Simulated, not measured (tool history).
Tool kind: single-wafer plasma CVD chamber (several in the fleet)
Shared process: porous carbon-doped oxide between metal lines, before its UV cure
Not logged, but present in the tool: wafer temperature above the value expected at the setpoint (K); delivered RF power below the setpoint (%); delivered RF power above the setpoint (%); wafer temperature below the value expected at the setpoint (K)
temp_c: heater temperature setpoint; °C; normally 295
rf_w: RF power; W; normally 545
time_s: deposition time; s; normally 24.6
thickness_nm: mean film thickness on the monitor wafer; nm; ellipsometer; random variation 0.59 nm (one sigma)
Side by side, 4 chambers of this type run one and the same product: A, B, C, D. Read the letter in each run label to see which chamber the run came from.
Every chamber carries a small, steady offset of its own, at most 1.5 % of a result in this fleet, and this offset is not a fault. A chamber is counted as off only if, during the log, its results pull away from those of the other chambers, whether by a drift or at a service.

| run | hour | temp_c | rf_w | time_s | hours since the last thermocouple change | hours since the last RF generator calibration | read-back reference wafer on the same gauge, thickness_nm | thickness_nm |
|---|---|---|---|---|---|---|---|---|
| 1B | 12.4 | 295 | 545 | 24.6 | 1300.2 | 2045 | 133.97 | 147.22 |
| 2D | 24.8 | 295 | 545 | 24.6 | 1794.5 | 742 | 133.88 | 147.26 |
| 3A | 33.9 | 295 | 545 | 24.6 | 355.6 | 1212.8 | 134.01 | 145.74 |
| 4C | 44.6 | 295 | 545 | 24.6 | 880.4 | 1657.3 | 134.01 | 146.05 |
| 5C | 54.6 | 295 | 545 | 24.6 | 890.4 | 1667.3 | 134.1 | 145.95 |
| 6D | 69 | 295 | 545 | 24.6 | 1838.7 | 786.2 | 133.97 | 146.2 |
| 7A | 84.1 | 295 | 545 | 24.6 | 405.8 | 1263 | 133.94 | 145.1 |
| 8B | 92.3 | 295 | 545 | 24.6 | 1380.1 | 2124.9 | 134.19 | 147.36 |
|  | 95.3 | chamber A: RF generator calibrated |
| 9A | 100.8 | 295 | 545 | 24.6 | 422.5 | 5.6 | 133.96 | 144.68 |
| 10B | 113 | 301 | 545 | 24.6 | 1400.8 | 2145.6 | 133.87 | 143.55 |
| 11C | 121.6 | 301 | 545 | 24.6 | 957.4 | 1734.3 | 133.95 | 142.23 |
| 12D | 132.3 | 301 | 545 | 24.6 | 1902 | 849.5 | 134.08 | 141.38 |
| 13A | 139.6 | 301 | 545 | 24.6 | 461.3 | 44.4 | 133.9 | 139.5 |
| 14D | 153.5 | 309 | 545 | 24.6 | 1923.2 | 870.7 | 134.02 | 135.54 |
| 15C | 163.7 | 309 | 545 | 24.6 | 999.5 | 1776.4 | 133.86 | 136.23 |
|  | 167.1 | chamber B: RF generator calibrated |
| 16B | 174.2 | 309 | 545 | 24.6 | 1462 | 7.2 | 133.93 | 136.8 |
| 17C | 183.3 | 309 | 545 | 24.6 | 1019.1 | 1796 | 134.02 | 135.47 |
|  | 185.3 | chamber D: RF generator calibrated |
| 18A | 199.5 | 295 | 545 | 24.6 | 521.2 | 104.3 | 134.02 | 145.03 |
| 19B | 213.2 | 295 | 545 | 24.6 | 1501 | 46.2 | 134.05 | 146.19 |
| 20D | 220.6 | 295 | 545 | 24.6 | 1990.3 | 35.3 | 133.89 | 146.76 |
| 21C | 228.1 | 295 | 545 | 24.6 | 1063.9 | 1840.8 | 134.06 | 147.46 |
| 22D | 239.6 | 295 | 545 | 24.6 | 2009.3 | 54.3 | 133.87 | 144.87 |
| 23B | 253.3 | 295 | 545 | 24.6 | 1541.1 | 86.3 | 133.99 | 148.03 |
| 24A | 262.3 | 295 | 595 | 22.3 | 584 | 167.1 | 133.93 | 139.97 |
| 25C | 274.9 | 295 | 595 | 22.3 | 1110.7 | 1887.6 | 133.95 | 139.55 |
| 26D | 286.5 | 295 | 595 | 22.3 | 2056.2 | 101.2 | 134.01 | 141.8 |

Is one chamber off against the others, does the gauge drift, or is nothing wrong? If a chamber is off, say which, and what the likeliest cause is.

Beyond each chamber's small constant offset nothing stands out, and the gauge stays steady.
